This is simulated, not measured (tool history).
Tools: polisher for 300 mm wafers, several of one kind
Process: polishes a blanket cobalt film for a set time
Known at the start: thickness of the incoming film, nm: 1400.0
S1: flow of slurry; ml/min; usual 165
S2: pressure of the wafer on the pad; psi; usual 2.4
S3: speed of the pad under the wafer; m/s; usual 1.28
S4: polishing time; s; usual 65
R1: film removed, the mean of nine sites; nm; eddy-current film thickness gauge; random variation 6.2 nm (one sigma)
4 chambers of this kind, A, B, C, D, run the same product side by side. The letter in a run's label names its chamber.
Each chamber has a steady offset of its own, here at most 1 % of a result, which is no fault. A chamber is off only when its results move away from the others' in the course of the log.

{"run": "1A", "hour": 8.4, "S1": 165, "S2": 2.4, "S3": 1.28, "S4": 65, "R1": 554.5}
{"hour": 14.8, "done": "chamber D: head pressure recalibrated"}
{"hour": 16.9, "done": "chamber B: worn pad replaced by a new one"}
{"run": "2C", "hour": 17.0, "S1": 165, "S2": 2.4, "S3": 1.28, "S4": 65, "R1": 556.59}
{"hour": 20.6, "done": "chamber A: worn pad replaced by a new one"}
{"run": "3D", "hour": 21.7, "S1": 165, "S2": 2.4, "S3": 1.28, "S4": 65, "R1": 542.54}
{"hour": 25.1, "done": "chamber C: slurry nozzle cleaned"}
{"run": "4B", "hour": 29.4, "S1": 165, "S2": 2.4, "S3": 1.28, "S4": 65, "R1": 551.79}
{"hour": 30.2, "done": "chamber D: worn pad replaced by a new one"}
{"run": "5C", "hour": 38.8, "S1": 165, "S2": 2.4, "S3": 1.28, "S4": 65, "R1": 563.85}
{"run": "6A", "hour": 47.7, "S1": 165, "S2": 2.4, "S3": 1.28, "S4": 65, "R1": 545.46}
{"run": "7D", "hour": 56.8, "S1": 165, "S2": 2.4, "S3": 1.58, "S4": 65, "R1": 671.54}
{"run": "8B", "hour": 61.0, "S1": 165, "S2": 2.4, "S3": 1.58, "S4": 65, "R1": 658.09}
{"run": "9C", "hour": 66.3, "S1": 165, "S2": 2.4, "S3": 1.58, "S4": 65, "R1": 682.16}
{"hour": 72.3, "done": "chamber C: worn pad replaced by a new one"}
{"run": "10D", "hour": 73.7, "S1": 165, "S2": 2.4, "S3": 1.58, "S4": 65, "R1": 677.4}
{"run": "11B", "hour": 80.4, "S1": 165, "S2": 2.4, "S3": 1.28, "S4": 65, "R1": 544.28}
{"hour": 80.9, "done": "chamber D: worn pad replaced by a new one"}
{"run": "12A", "hour": 89.5, "S1": 165, "S2": 2.4, "S3": 1.28, "S4": 65, "R1": 548.62}
{"hour": 90.9, "done": "chamber A: worn pad replaced by a new one"}
{"run": "13D", "hour": 98.4, "S1": 165, "S2": 2.4, "S3": 1.28, "S4": 65, "R1": 548.98}
{"hour": 103.3, "done": "chamber B: worn pad replaced by a new one"}
{"run": "14B", "hour": 106.0, "S1": 165, "S2": 2.4, "S3": 1.28, "S4": 65, "R1": 536.89}
{"hour": 108.7, "done": "chamber A: slurry nozzle cleaned"}
{"run": "15A", "hour": 113.2, "S1": 165, "S2": 2.4, "S3": 1.28, "S4": 65, "R1": 555.54}
{"run": "16C", "hour": 121.2, "S1": 165, "S2": 2.4, "S3": 1.28, "S4": 65, "R1": 546.89}
{"hour": 123.1, "done": "chamber D: worn pad replaced by a new one"}
{"run": "17C", "hour": 129.7, "S1": 165, "S2": 2.4, "S3": 1.28, "S4": 65, "R1": 549.31}
{"run": "18D", "hour": 134.3, "S1": 165, "S2": 2.4, "S3": 1.28, "S4": 65, "R1": 552.82}
{"run": "19B", "hour": 140.5, "S1": 165, "S2": 2.4, "S3": 1.28, "S4": 65, "R1": 545.64}
{"run": "20A", "hour": 145.7, "S1": 165, "S2": 2.4, "S3": 1.28, "S4": 65, "R1": 548.17}
{"hour": 147.7, "done": "chamber C: worn pad replaced by a new one"}
{"run": "21C", "hour": 153.8, "S1": 165, "S2": 2.4, "S3": 1.58, "S4": 65, "R1": 678.34}
{"hour": 154.7, "done": "chamber A: worn pad replaced by a new one"}
{"run": "22D", "hour": 159.9, "S1": 165, "S2": 2.4, "S3": 1.58, "S4": 65, "R1": 670.74}
{"run": "23A", "hour": 165.2, "S1": 165, "S2": 2.4, "S3": 1.58, "S4": 65, "R1": 668.86}
{"hour": 169.0, "done": "chamber D: worn pad replaced by a new one"}
{"run": "24B", "hour": 172.3, "S1": 165, "S2": 2.4, "S3": 1.58, "S4": 65, "R1": 665.81}
{"hour": 176.3, "done": "chamber B: worn pad replaced by a new one"}
{"run": "25D", "hour": 179.3, "S1": 165, "S2": 2.4, "S3": 1.28, "S4": 65, "R1": 557.08}
{"run": "26A", "hour": 186.2, "S1": 165, "S2": 2.4, "S3": 1.28, "S4": 65, "R1": 549.06}
{"run": "27B", "hour": 191.4, "S1": 190, "S2": 2.4, "S3": 1.28, "S4": 43, "R1": 376.55}
{"run": "28C", "hour": 200.6, "S1": 190, "S2": 2.4, "S3": 1.28, "S4": 43, "R1": 382.18}

Is one chamber off against the others, does the gauge drift, or is nothing wrong? If a chamber is off, say which, and what the likeliest cause is.

No chamber stands off beyond its own small offset, and the gauge holds steady.

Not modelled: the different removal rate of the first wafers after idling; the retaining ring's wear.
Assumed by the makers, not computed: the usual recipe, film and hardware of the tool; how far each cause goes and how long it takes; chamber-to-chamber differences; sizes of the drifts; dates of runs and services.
